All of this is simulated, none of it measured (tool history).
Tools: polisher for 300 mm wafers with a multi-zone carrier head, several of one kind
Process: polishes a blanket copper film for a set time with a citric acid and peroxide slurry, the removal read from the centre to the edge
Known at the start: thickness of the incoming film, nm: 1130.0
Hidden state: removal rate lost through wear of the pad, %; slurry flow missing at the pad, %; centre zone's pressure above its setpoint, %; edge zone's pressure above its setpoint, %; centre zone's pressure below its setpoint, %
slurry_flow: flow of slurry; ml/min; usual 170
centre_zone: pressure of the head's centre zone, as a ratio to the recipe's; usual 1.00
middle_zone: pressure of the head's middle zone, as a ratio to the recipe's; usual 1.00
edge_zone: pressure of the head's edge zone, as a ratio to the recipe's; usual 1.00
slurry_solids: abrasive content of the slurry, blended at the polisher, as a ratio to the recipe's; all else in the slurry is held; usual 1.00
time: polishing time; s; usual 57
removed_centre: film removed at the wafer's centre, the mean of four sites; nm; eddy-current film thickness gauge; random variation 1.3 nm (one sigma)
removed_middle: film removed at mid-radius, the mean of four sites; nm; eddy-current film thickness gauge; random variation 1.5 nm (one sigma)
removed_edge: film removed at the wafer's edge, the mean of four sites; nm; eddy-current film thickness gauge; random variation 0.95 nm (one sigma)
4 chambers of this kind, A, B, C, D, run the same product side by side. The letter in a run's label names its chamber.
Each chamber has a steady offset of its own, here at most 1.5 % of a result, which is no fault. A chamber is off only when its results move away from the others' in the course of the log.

run   hour  slurry_flow  centre_zone  middle_zone  edge_zone  slurry_solids  time  wafers polished on this pad  hours since the slurry nozzle was cleaned  hours since the centre zone pressure was calibrated  hours since the edge zone pressure was calibrated  removed_centre  removed_middle  removed_edge
 1B    6.0          170         1.00         1.00       1.00           1.00    57                          397                                      473.2                                                311.9                                             1064.3          132.41          133.29        133.04
      10.0  -- chamber A: edge zone pressure recalibrated
 2C   12.1          170         1.00         1.00       1.00           1.00    57                          401                                      350.2                                                479.8                                              433.8          131.86          132.88        134.08
 3D   17.9          170         1.00         1.00       1.00           1.00    57                          479                                      644.7                                                751.3                                              943.4          132.95          136.89        135.87
 4A   28.1          170         1.00         1.00       1.00           1.00    57                          714                                      514.0                                                332.7                                               18.2          132.55          132.87        135.03
 5A   34.0          170         1.00         1.00       1.00           1.00    57                          810                                      519.9                                                338.6                                               24.1          135.08          134.20        134.59
 6D   40.6          170         1.00         1.00       1.00           1.00    57                          848                                      667.4                                                774.0                                              966.1          131.25          135.39        134.09
      41.1  -- chamber C: worn pad replaced by a new one
 7B   47.2          170         1.00         1.12       1.00           1.00    57                         1066                                      514.4                                                353.1                                             1105.5          133.80          145.87        132.39
      47.5  -- chamber B: worn pad replaced by a new one
 8C   58.6          170         1.00         1.12       1.00           1.00    57                          284                                      396.7                                                526.3                                              480.3          133.12          148.90        133.50
      59.3  -- chamber A: worn pad replaced by a new one
 9C   66.7          170         1.00         1.12       1.00           1.00    57                          415                                      404.8                                                534.4                                              488.4          133.48          150.16        133.34
10A   72.7          170         1.00         1.12       1.00           1.00    57                          218                                      558.6                                                377.3                                               62.8          130.87          149.19        132.83
      74.4  -- chamber D: worn pad replaced by a new one
11D   84.6          170         1.00         1.00       1.00           1.00    57                          167                                      711.4                                                818.0                                             1010.1          132.71          134.92        133.31
12B   90.1          170         1.00         1.00       1.00           1.00    57                          692                                      557.3                                                396.0                                             1148.4          131.55          130.69        132.35
      92.9  -- chamber C: worn pad replaced by a new one
13C   98.7          170         0.94         1.00       1.00           1.00    57                           95                                      436.8                                                566.4                                              520.4          123.52          133.09        135.49
14D  108.5          170         0.94         1.00       1.00           1.00    57                          554                                      735.3                                                841.9                                             1034.0          122.86          133.89        135.29
15A  114.6          170         0.94         1.00       1.00           1.00    57                          898                                      600.5                                                419.2                                              104.7          126.34          134.46        135.03
     120.6  -- chamber B: slurry nozzle cleaned
16B  124.0          170         0.94         1.00       1.00           1.00    57                         1242                                        3.5                                                429.9                                             1182.3          124.49          132.05        131.60
     125.3  -- chamber B: worn pad replaced by a new one
     133.0  -- chamber D: slurry nozzle cleaned
17B  136.5          135         1.00         1.00       1.11           1.00    57                          182                                       16.0                                                442.4                                             1194.8          127.28          126.75        137.13
     143.1  -- chamber C: worn pad replaced by a new one
18C  144.2          135         1.00         1.00       1.11           1.00    57                           18                                      482.3                                                611.9                                              565.9          128.14          128.65        135.70
     146.8  -- chamber A: worn pad replaced by a new one
19A  154.5          135         1.00         1.00       1.11           1.00    57                          126                                      640.4                                                459.1                                              144.6          123.77          128.90        137.71
20D  162.5          135         1.00         1.00       1.11           1.00    57                         1430                                       29.6                                                895.9                                             1088.0          125.98          129.51        139.45
     170.0  -- chamber D: worn pad replaced by a new one
21C  173.9          170         1.00         1.00       1.04           1.15    57                          499                                      512.0                                                641.6                                              595.6          136.27          137.22        140.91
     184.8  -- chamber A: slurry nozzle cleaned
22B  186.2          170         1.00         1.00       1.04           1.15    57                          988                                       65.7                                                492.1                                             1244.5          137.09          134.51        140.09
     186.6  -- chamber D: centre zone pressure recalibrated
     194.0  -- chamber B: worn pad replaced by a new one
23A  198.6          170         1.00         1.00       1.04           1.15    57                          841                                       13.8                                                503.2                                              188.7          135.88          137.49        142.45
     203.4  -- chamber C: worn pad replaced by a new one
24D  205.4          170         1.00         1.00       1.04           1.15    57                          574                                       72.5                                                 18.9                                             1130.9          122.89          138.76        142.49
25B  212.1          170         1.00         1.00       1.00           1.00    57                          294                                       91.6                                                518.0                                             1270.4          130.93          132.94        132.79
     213.7  -- chamber B: centre zone pressure recalibrated
     214.4  -- chamber A: worn pad replaced by a new one
26A  220.6          170         1.00         1.00       1.00           1.00    57                          101                                       35.8                                                525.2                                              210.7          132.58          131.19        134.90
27C  227.4          170         1.00         1.00       1.00           1.00    57                          390                                      565.5                                                695.1                                              649.1          134.14          134.67        132.50
28D  238.1          170         1.00         1.00       1.00           1.00    57                         1104                                      105.2                                                 51.6                                             1163.6          122.15          135.31        135.33
     246.2  -- chamber D: worn pad replaced by a new one
29D  248.1          170         1.00         1.00       1.00           1.00    57                           32                                      115.2                                                 61.6                                             1173.6          118.97          136.80        133.77
     254.2  -- chamber C: worn pad replaced by a new one
30C  254.5          170         1.00         1.00       1.00           1.00    57                            5                                      592.6                                                722.2                                              676.2          131.84          134.32        133.81
31B  262.2          170         1.00         1.00       1.00           1.00    57                         1107                                      141.7                                                 48.5                                             1320.5          132.70          134.57        132.76
32A  267.7          170         1.00         1.00       1.00           1.00    57                          865                                       82.9                                                572.3                                              257.8          130.87          133.95        134.60
33C  278.6          170         1.00         1.00       1.00           1.00    57                          396                                      616.7                                                746.3                                              700.3          134.35          134.77        133.53
34D  289.8          170         1.00         1.00       1.00           1.00    57                          708                                      156.9                                                103.3                                             1215.3          119.76          134.90        134.61

Is one chamber off against the others, does the gauge drift, or is nothing wrong? If a chamber is off, say which, and what the likeliest cause is.

A service left chamber D off against the others.
Cause: centre zone's pressure below its setpoint, % = 8.53.

Here are 4 candidates for chamber D's next run, each the usual settings with a change, their results left as question marks. Which one brings its results back in line with what the others give on the usual settings?
In line means no further than this from the other chambers' mean on the usual settings: removed_centre 4.40 nm; removed_middle 5.40 nm; removed_edge 3.30 nm
35D-1  298.9          175         1.08         0.98       0.98           1.00    57                                                                                                                                                                                               ?               ?             ?
35D-2  298.9          165         0.92         1.02       1.02           1.00    57                                                                                                                                                                                               ?               ?             ?
35D-3  298.9          180         1.15         0.96       0.96           1.00    58                                                                                                                                                                                               ?               ?             ?
35D-4  298.9          160         0.86         1.04       1.04           1.00    57                                                                                                                                                                                               ?               ?             ?

The other chambers' mean on the usual settings: removed_centre 132.89 nm; removed_middle 133.22 nm; removed_edge 133.87 nm
  run  removed_centre  removed_middle  removed_edge
35D-1          132.30          134.13        133.29
35D-2          109.32          137.94        135.06
35D-3          145.04          134.46        134.68
35D-4          100.63          139.74        135.89
35D-1 brings the chamber back in line.
